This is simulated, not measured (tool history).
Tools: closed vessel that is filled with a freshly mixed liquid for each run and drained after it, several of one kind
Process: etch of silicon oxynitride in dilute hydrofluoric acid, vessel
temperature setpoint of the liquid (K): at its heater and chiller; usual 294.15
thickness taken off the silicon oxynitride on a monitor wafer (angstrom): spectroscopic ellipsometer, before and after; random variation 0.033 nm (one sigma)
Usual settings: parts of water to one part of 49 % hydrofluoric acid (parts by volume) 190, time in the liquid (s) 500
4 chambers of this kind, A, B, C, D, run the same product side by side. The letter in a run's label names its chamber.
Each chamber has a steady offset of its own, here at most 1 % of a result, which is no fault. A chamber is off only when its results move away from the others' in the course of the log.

run   hour  temperature setpoint of the liquid (K)  parts of water to one part of 49 % hydrofluoric acid (parts by volume)  time in the liquid (s)  hours since the thermometer was replaced  hours since the hydrofluoric acid flow meter was replaced  read-back film thickness of the silicon oxynitride reference wafer, read on the same gauge (nm)  thickness taken off the silicon oxynitride on a monitor wafer (angstrom)
 1A   12.9                                  294.15                                                                     190                     500                                    1824.4                                                      634.5                                                                                              130                                                                    58.089
 2C   23.8                                  294.15                                                                     190                     500                                     441.1                                                      469.3                                                                                           129.99                                                                    58.286
 3D   35.8                                  294.15                                                                     190                     500                                     399.2                                                      637.2                                                                                           130.02                                                                    58.516
 4B   46.5                                  294.15                                                                     190                     500                                    2305.7                                                      839.5                                                                                           130.03                                                                    58.393
 5B   54.4                                  294.15                                                                     190                     500                                    2313.6                                                      847.4                                                                                           129.98                                                                    58.588
 6A     62                                  294.15                                                                     190                     500                                    1873.5                                                      683.6                                                                                              130                                                                     58.99
 7C   75.5                                  291.15                                                                     150                     500                                     492.8                                                        521                                                                                           130.01                                                                    65.907
        80  -- chamber B: hydrofluoric acid flow meter replaced
 8D   88.6                                  291.15                                                                     150                     500                                       452                                                        690                                                                                           129.99                                                                    66.187
 9B   95.5                                  291.15                                                                     150                     500                                    2354.7                                                       15.5                                                                                           129.99                                                                     65.68
10C  107.2                                  291.15                                                                     150                     500                                     524.5                                                      552.7                                                                                           130.02                                                                    65.658
11D  117.6                                  294.15                                                                     190                     500                                       481                                                        719                                                                                           129.97                                                                    58.223
12A  126.5                                  294.15                                                                     190                     500                                      1938                                                      748.1                                                                                           129.99                                                                     58.94
13C  139.2                                  294.15                                                                     190                     500                                     556.5                                                      584.7                                                                                              130                                                                    58.641
14B  152.2                                  294.15                                                                     190                     500                                    2411.4                                                       72.2                                                                                           130.02                                                                    58.597
15A  162.6                                  294.15                                                                     190                     500                                    1974.1                                                      784.2                                                                                           129.99                                                                    58.305
16D  174.9                                  294.15                                                                     190                     500                                     538.3                                                      776.3                                                                                           130.02                                                                    58.325
17D  181.2                                  294.15                                                                     190                     500                                     544.6                                                      782.6                                                                                              130                                                                    57.889
18C  189.6                                  292.15                                                                     190                     320                                     606.9                                                      635.1                                                                                           130.01                                                                    34.307
19A  201.5                                  292.15                                                                     190                     320                                      2013                                                      823.1                                                                                           130.01                                                                    34.126
20B  211.8                                  292.15                                                                     190                     320                                      2471                                                      131.8                                                                                           130.01                                                                    33.917
     217.5  -- chamber B: thermometer replaced
21D  218.7                                  292.15                                                                     190                     320                                     582.1                                                      820.1                                                                                           130.03                                                                    34.276
22A  226.3                                  294.15                                                                     190                     500                                    2037.8                                                      847.9                                                                                              130                                                                    58.436
23C  234.8                                  294.15                                                                     190                     500                                     652.1                                                      680.3                                                                                           130.01                                                                    59.622
24B  248.5                                  294.15                                                                     190                     500                                        31                                                      168.5                                                                                           129.99                                                                    58.158
25C  258.7                                  294.15                                                                     190                     500                                       676                                                      704.2                                                                                           129.98                                                                     60.37
26D  265.4                                  294.15                                                                     190                     500                                     628.8                                                      866.8                                                                                           130.01                                                                    59.216
27B    277                                  294.15                                                                     190                     500                                      59.5                                                        197                                                                                           130.01                                                                    58.692
28A  290.6                                  294.15                                                                     190                     500                                    2102.1                                                      912.2                                                                                           130.01                                                                    58.969
29C  302.5                                  294.15                                                                     190                     500                                     719.8                                                        748                                                                                              130                                                                    60.261
30D  311.5                                  294.15                                                                     190                     500                                     674.9                                                      912.9                                                                                              130                                                                     59.19
31A  323.4                                  294.15                                                                     190                     500                                    2134.9                                                        945                                                                                           130.02                                                                    58.576
     331.5  -- chamber A: hydrofluoric acid flow meter replaced
32B  335.7                                  294.15                                                                     190                     500                                     118.2                                                      255.7                                                                                           130.03                                                                    58.186
33C  348.1                                  294.15                                                                     190                     500                                     765.4                                                      793.6                                                                                           130.02                                                                    61.169
34A  361.4                                  294.15                                                                     190                     500                                    2172.9                                                         30                                                                                           129.98                                                                    58.313
35B  370.5                                  294.15                                                                     190                     500                                       153                                                      290.5                                                                                           129.99                                                                    58.439
36D  378.1                                  294.15                                                                     190                     500                                     741.5                                                      979.5                                                                                           129.98                                                                      57.9
37D  389.1                                  294.15                                                                     190                     500                                     752.5                                                      990.5                                                                                           130.03                                                                    58.512
38C  396.7                                  294.15                                                                     190                     500                                       814                                                      842.2                                                                                              130                                                                    61.393
39A    410                                  294.15                                                                     190                     500                                    2221.5                                                       78.6                                                                                           130.01                                                                    57.695

What goes on in this fleet: one chamber off, a drifting gauge, or nothing beyond the chambers' own small offsets? Name the chamber and the cause, if any.

Chamber C drifts away from the others.
Cause: hydrofluoric acid flow above the setpoint (%) = 4.75.
The log may not tell that from: liquid hotter than its thermometer reads (K).

Here are 4 candidates for chamber C's next run, each the usual settings with a change, their results left as question marks. Which one brings its results back in line with what the others give on the usual settings?
In line means no further than this from the other chambers' mean on the usual settings: thickness taken off the silicon oxynitride on a monitor wafer (angstrom) 1.2
40C-1  420.1                                  294.15                                                                     190                     550                                                                                                                                                                                                                                                                               ?
40C-2  420.1                                  294.15                                                                     185                     510                                                                                                                                                                                                                                                                               ?
40C-3  420.1                                  294.15                                                                     195                     490                                                                                                                                                                                                                                                                               ?
40C-4  420.1                                  294.15                                                                     205                     500                                                                                                                                                                                                                                                                               ?

The other chambers' mean on the usual settings: thickness taken off the silicon oxynitride on a monitor wafer (angstrom) 58.419
  run  thickness taken off the silicon oxynitride on a monitor wafer (angstrom)
40C-1                                                                    67.331
40C-2                                                                    64.353
40C-3                                                                     58.24
40C-4                                                                    56.129
40C-3 brings the chamber back in line.
